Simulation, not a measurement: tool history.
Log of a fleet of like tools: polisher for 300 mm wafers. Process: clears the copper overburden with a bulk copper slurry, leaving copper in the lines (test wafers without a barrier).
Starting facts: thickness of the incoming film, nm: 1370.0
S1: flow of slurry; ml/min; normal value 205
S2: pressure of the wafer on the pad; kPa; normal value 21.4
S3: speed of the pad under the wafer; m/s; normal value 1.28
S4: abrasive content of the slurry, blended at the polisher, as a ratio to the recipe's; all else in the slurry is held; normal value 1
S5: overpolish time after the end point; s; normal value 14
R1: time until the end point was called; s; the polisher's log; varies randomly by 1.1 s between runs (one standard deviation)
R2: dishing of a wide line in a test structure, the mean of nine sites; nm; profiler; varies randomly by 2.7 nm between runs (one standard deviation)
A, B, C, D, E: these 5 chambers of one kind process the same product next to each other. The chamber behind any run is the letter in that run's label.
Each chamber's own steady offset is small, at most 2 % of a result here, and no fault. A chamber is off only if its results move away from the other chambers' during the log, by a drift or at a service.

run,hour,S1,S2,S3,S4,S5,R1,R2
1A,4.3,205,21.4,1.28,1,14,97.172,108.97
2C,7.6,205,21.4,1.28,1,14,100.22,107.12
3B,12.6,205,21.4,1.28,1,14,96.331,106.44
# hour 15.4: chamber C: slurry blender recalibrated
4E,17.5,205,21.4,1.28,1,14,97.798,111.81
# hour 19.1: chamber A: worn pad replaced by a new one
5D,21.4,205,21.4,1.28,1,14,98.744,104.99
# hour 22: chamber C: head pressure recalibrated
6C,24.8,205,21.4,1.28,1,14,99.43,106.24
7E,27.2,205,21.4,1.28,1,14,98.547,105.11
8D,31.8,205,21.4,1.28,1,14,96.606,109.62
9B,36.7,205,21.4,1.28,1,14,98.289,105.5
# hour 37.8: chamber D: slurry blender recalibrated
10A,40.7,205,21.4,1.28,1,14,98.638,107.29
11E,45.5,205,21.4,1.28,1,14,97.178,110.31
12B,48.2,205,21.4,1.28,1,14,98.84,109.06
# hour 50.5: chamber B: worn pad replaced by a new one
# hour 51.6: chamber D: worn pad replaced by a new one
13D,52.6,205,21.4,1.28,1,14,97.298,106.55
14A,56.9,205,28.3,1.14,1,14,83.96,126.82
# hour 58.3: chamber A: slurry blender recalibrated
15C,61.8,205,28.3,1.14,1,14,82.541,123.8
16D,65.7,205,28.3,1.14,1,14,83.586,122.84
17A,68.7,205,28.3,1.14,1,14,84.968,123.43
18E,71.4,205,28.3,1.14,1,14,83.07,119.88
# hour 71.9: chamber E: worn pad replaced by a new one
19B,75,205,21.4,1.28,1,14,99.756,106.4
20C,78.5,205,21.4,1.28,1,14,101.03,106.34
21E,83,205,21.4,1.28,1,14,96.411,105.24
22C,86.1,205,21.4,1.56,1,14,81.509,122.87
23B,90.5,205,21.4,1.56,1,14,79.661,116.22
24A,95,205,21.4,1.56,1,14,79.778,114.52
25D,97.6,205,21.4,1.56,1,14,84.04,118.22
26A,101.5,205,21.4,1.56,1,14,81.965,121.01
27E,105.4,205,21.4,1.28,1,14,98.783,107.98
# hour 105.9: chamber C: worn pad replaced by a new one
28C,107.6,205,21.4,1.28,1,14,100.51,105.54
29D,110.7,205,21.4,1.28,1,14,103.69,102.41
30B,115.2,205,21.4,1.28,1,14,96.678,109.39
31E,119.1,205,21.4,1.28,1,14,98.228,106.47
32D,123.8,205,21.4,1.28,1,14,104.83,98.818
33B,128.3,205,21.4,1.28,1,14,96.97,105.49
34C,131.9,205,26.2,1.28,1,10,79.943,105.18
35A,136.1,205,26.2,1.28,1,10,79.57,93.966
36A,140.3,205,26.2,1.28,1,10,79.594,102.61
37C,143.9,205,26.2,1.28,1,10,79.882,103.02
38B,146.7,205,26.2,1.28,1,10,78.538,98.227
# hour 147.4: chamber E: slurry blender recalibrated
39E,150.9,205,21.4,1.28,1,14,97.691,105.6
40D,155.8,205,21.4,1.28,1,14,109.54,91.973
41D,159.5,205,21.4,1.28,1,14,110.75,93.118

All chambers now run identical settings, listed one chamber a line with results as question marks. What results will each chamber show?
42A,163.1,205,21.4,1.28,1,14,?,?
42B,163.1,205,21.4,1.28,1,14,?,?
42C,163.1,205,21.4,1.28,1,14,?,?
42D,163.1,205,21.4,1.28,1,14,?,?
42E,163.1,205,21.4,1.28,1,14,?,?

run,R1,R2
42A,97.049,105.09
42B,97.77,104.17
42C,98.725,108.94
42D,108.29,97.196
42E,97.257,105.73
